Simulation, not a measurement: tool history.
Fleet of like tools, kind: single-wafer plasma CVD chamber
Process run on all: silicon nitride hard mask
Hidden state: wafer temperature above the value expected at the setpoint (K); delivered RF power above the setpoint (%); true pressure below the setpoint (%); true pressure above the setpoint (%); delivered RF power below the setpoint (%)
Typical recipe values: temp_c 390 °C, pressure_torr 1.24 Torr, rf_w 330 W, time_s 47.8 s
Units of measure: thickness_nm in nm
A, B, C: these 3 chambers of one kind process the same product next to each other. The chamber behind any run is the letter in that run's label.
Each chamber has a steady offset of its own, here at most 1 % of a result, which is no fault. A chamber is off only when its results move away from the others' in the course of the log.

| run | hour | temp_c | pressure_torr | rf_w | time_s | hours since the last thermocouple change | hours since the last RF generator calibration | hours since the last manometer calibration | read-back reference wafer on the same gauge, thickness_nm | thickness_nm |
|---|---|---|---|---|---|---|---|---|---|---|
| 1A | 13.8 | 390 | 1.24 | 330 | 47.8 | 247.6 | 482.8 | 1091.1 | 50.317 | 54.595 |
| 2C | 22.1 | 390 | 1.24 | 330 | 47.8 | 797.6 | 933.2 | 615.9 | 50.344 | 54.615 |
| 3B | 38.0 | 390 | 1.24 | 330 | 47.8 | 343.1 | 176.2 | 124.3 | 50.331 | 54.071 |
| 4B | 52.1 | 390 | 1.24 | 330 | 47.8 | 357.2 | 190.3 | 138.4 | 50.215 | 54.289 |
| 5A | 64.0 | 390 | 1.24 | 300 | 47.8 | 297.8 | 533.0 | 1141.3 | 50.317 | 51.135 |
| 6C | 72.7 | 390 | 1.24 | 300 | 47.8 | 848.2 | 983.8 | 666.5 | 50.299 | 50.258 |
| 7A | 81.4 | 390 | 1.24 | 300 | 47.8 | 315.2 | 550.4 | 1158.7 | 50.216 | 50.756 |
| 8C | 94.6 | 390 | 1.24 | 330 | 47.8 | 870.1 | 1005.7 | 688.4 | 50.291 | 53.494 |
| 9B | 102.6 | 390 | 1.24 | 330 | 47.8 | 407.7 | 240.8 | 188.9 | 50.243 | 54.285 |
| 10B | 110.3 | 390 | 1.24 | 330 | 47.8 | 415.4 | 248.5 | 196.6 | 50.363 | 53.871 |
| 11C | 119.3 | 390 | 1.24 | 330 | 47.8 | 894.8 | 1030.4 | 713.1 | 50.263 | 54.025 |
| 12A | 130.1 | 390 | 1.24 | 330 | 47.8 | 363.9 | 599.1 | 1207.4 | 50.244 | 54.406 |
| 13C | 146.2 | 390 | 1.24 | 330 | 47.8 | 921.7 | 1057.3 | 740.0 | 50.345 | 54.046 |
| 14B | 158.2 | 390 | 1.24 | 330 | 47.8 | 463.3 | 296.4 | 244.5 | 50.305 | 53.495 |
| 15A | 173.3 | 390 | 1.24 | 330 | 47.8 | 407.1 | 642.3 | 1250.6 | 50.297 | 54.467 |
| 16C | 181.3 | 390 | 1.24 | 330 | 47.8 | 956.8 | 1092.4 | 775.1 | 50.262 | 54.229 |
| 17B | 190.2 | 383 | 1.24 | 330 | 42.1 | 495.3 | 328.4 | 276.5 | 50.274 | 47.684 |
| 18A | 199.7 | 383 | 1.24 | 330 | 42.1 | 433.5 | 668.7 | 1277.0 | 50.346 | 47.933 |
| 19A | 207.7 | 383 | 1.24 | 330 | 42.1 | 441.5 | 676.7 | 1285.0 | 50.303 | 48.281 |
| 20C | 218.7 | 390 | 1.24 | 365 | 47.8 | 994.2 | 1129.8 | 812.5 | 50.316 | 56.821 |
| 21B | 227.4 | 390 | 1.24 | 365 | 47.8 | 532.5 | 365.6 | 313.7 | 50.293 | 57.658 |
| 22C | 239.4 | 390 | 1.24 | 365 | 47.8 | 1014.9 | 1150.5 | 833.2 | 50.199 | 56.507 |
| 23A | 253.1 | 390 | 1.24 | 330 | 47.8 | 486.9 | 722.1 | 1330.4 | 50.234 | 54.035 |
| 24B | 268.8 | 390 | 1.24 | 330 | 47.8 | 573.9 | 407.0 | 355.1 | 50.349 | 53.987 |
| 25B | 276.1 | 390 | 1.24 | 330 | 47.8 | 581.2 | 414.3 | 362.4 | 50.273 | 54.220 |
| 26A | 287.7 | 390 | 1.24 | 330 | 56.3 | 521.5 | 756.7 | 1365.0 | 50.241 | 63.896 |
| 27C | 299.3 | 390 | 1.24 | 330 | 56.3 | 1074.8 | 1210.4 | 893.1 | 50.272 | 62.743 |
| 28A | 314.2 | 390 | 1.24 | 330 | 56.3 | 548.0 | 783.2 | 1391.5 | 50.395 | 64.404 |
| 29C | 321.9 | 390 | 1.24 | 330 | 47.8 | 1097.4 | 1233.0 | 915.7 | 50.270 | 52.898 |
| 30B | 330.7 | 390 | 1.24 | 330 | 47.8 | 635.8 | 468.9 | 417.0 | 50.245 | 53.945 |
| 31C | 337.8 | 390 | 1.24 | 330 | 47.8 | 1113.3 | 1248.9 | 931.6 | 50.343 | 52.843 |
| 32A | 346.0 | 390 | 1.24 | 330 | 47.8 | 579.8 | 815.0 | 1423.3 | 50.265 | 54.901 |
|  | 346.4 | chamber A: RF generator calibrated |
| 33B | 358.6 | 390 | 1.24 | 330 | 47.8 | 663.7 | 496.8 | 444.9 | 50.284 | 54.390 |
| 34B | 372.5 | 390 | 1.24 | 330 | 47.8 | 677.6 | 510.7 | 458.8 | 50.298 | 53.439 |
| 35A | 387.8 | 390 | 1.24 | 330 | 47.8 | 621.6 | 41.5 | 1465.1 | 50.274 | 54.537 |
| 36C | 403.0 | 390 | 1.24 | 330 | 47.8 | 1178.5 | 1314.1 | 996.8 | 50.289 | 52.463 |
| 37B | 410.6 | 390 | 1.24 | 330 | 47.8 | 715.7 | 548.8 | 496.9 | 50.257 | 54.416 |
| 38A | 423.1 | 390 | 1.24 | 330 | 47.8 | 656.9 | 76.8 | 1500.4 | 50.346 | 54.578 |
| 39C | 434.6 | 390 | 1.24 | 330 | 47.8 | 1210.1 | 1345.7 | 1028.4 | 50.304 | 52.503 |

All chambers now run identical settings, listed one chamber a line with results as question marks. What results will each chamber show?
| 40A | 446.5 | 390 | 1.40 | 330 | 47.8 |  |  |  |  | ? |
| 40B | 446.5 | 390 | 1.40 | 330 | 47.8 |  |  |  |  | ? |
| 40C | 446.5 | 390 | 1.40 | 330 | 47.8 |  |  |  |  | ? |

| run | thickness_nm |
|---|---|
| 40A | 56.508 |
| 40B | 55.997 |
| 40C | 53.604 |

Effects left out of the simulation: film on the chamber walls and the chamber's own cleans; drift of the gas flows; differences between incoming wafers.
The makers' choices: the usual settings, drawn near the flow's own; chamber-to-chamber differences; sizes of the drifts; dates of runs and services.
